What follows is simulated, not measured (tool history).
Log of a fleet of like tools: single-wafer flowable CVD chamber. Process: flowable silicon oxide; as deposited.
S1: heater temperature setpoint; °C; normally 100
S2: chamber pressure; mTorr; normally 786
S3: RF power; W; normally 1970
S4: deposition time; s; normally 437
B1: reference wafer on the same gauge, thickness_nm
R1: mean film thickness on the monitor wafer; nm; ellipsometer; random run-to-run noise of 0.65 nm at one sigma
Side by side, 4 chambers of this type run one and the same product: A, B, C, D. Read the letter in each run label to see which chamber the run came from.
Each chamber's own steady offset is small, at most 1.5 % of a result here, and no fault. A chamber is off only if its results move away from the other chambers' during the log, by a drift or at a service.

run,hour,S1,S2,S3,S4,B1,R1
1A,11.8,100,786,1970,437,223.07,258.21
2C,22.2,100,786,1970,437,223.01,259.44
3D,32.2,100,786,1970,437,223.01,257.79
4B,42.7,100,786,1970,437,222.99,255.40
5A,55.1,100,786,1970,437,223.14,259.02
6C,65.1,100,786,1970,437,222.96,259.16
7D,75.5,100,786,1970,437,223.12,258.04
8B,84.3,100,786,1970,437,222.94,256.69
9C,96.0,100,786,1970,437,223.02,260.49
10B,104.0,100,786,1970,437,223.01,254.66
11A,112.5,100,786,1970,437,223.00,258.11
12D,122.1,100,786,1970,437,222.96,257.63
# hour 125.5: chamber D: thermocouple changed; heater temperature recalibrated
13D,130.4,100,861,1630,437,223.14,281.38
# hour 138.9: chamber D: capacitance manometer re-zeroed and calibrated
14C,142.3,100,861,1630,437,223.07,278.60
15A,154.3,100,861,1630,437,223.01,277.40
16B,166.0,100,861,1630,437,223.08,273.32
17D,171.6,100,786,1970,437,222.84,262.83
18A,176.9,100,786,1970,437,222.85,258.73
19C,182.5,100,786,1970,437,223.01,259.82
20B,191.6,100,786,1970,437,222.92,254.90
21A,199.8,100,786,1970,437,223.11,258.77
22D,212.2,100,786,1970,437,223.08,261.44
23B,222.0,100,786,1970,437,223.04,255.36
24C,229.6,100,786,1970,437,222.96,260.50
# hour 234.5: chamber B: capacitance manometer re-zeroed and calibrated
25B,238.3,100,786,1970,437,222.91,255.90
26D,248.0,100,786,1970,437,223.23,262.20
27A,256.0,100,786,1970,437,222.95,258.88
28C,261.9,100,786,1970,437,223.07,258.91
29B,269.5,100,786,1970,437,222.82,255.52
30D,277.0,100,786,1970,437,222.96,261.79

All chambers now run identical settings, listed one chamber a line with results as question marks. What results will each chamber show?
31A,285.8,100,786,1970,437,,?
31B,285.8,100,786,1970,437,,?
31C,285.8,100,786,1970,437,,?
31D,285.8,100,786,1970,437,,?

run,R1
31A,258.84
31B,255.18
31C,258.98
31D,263.40
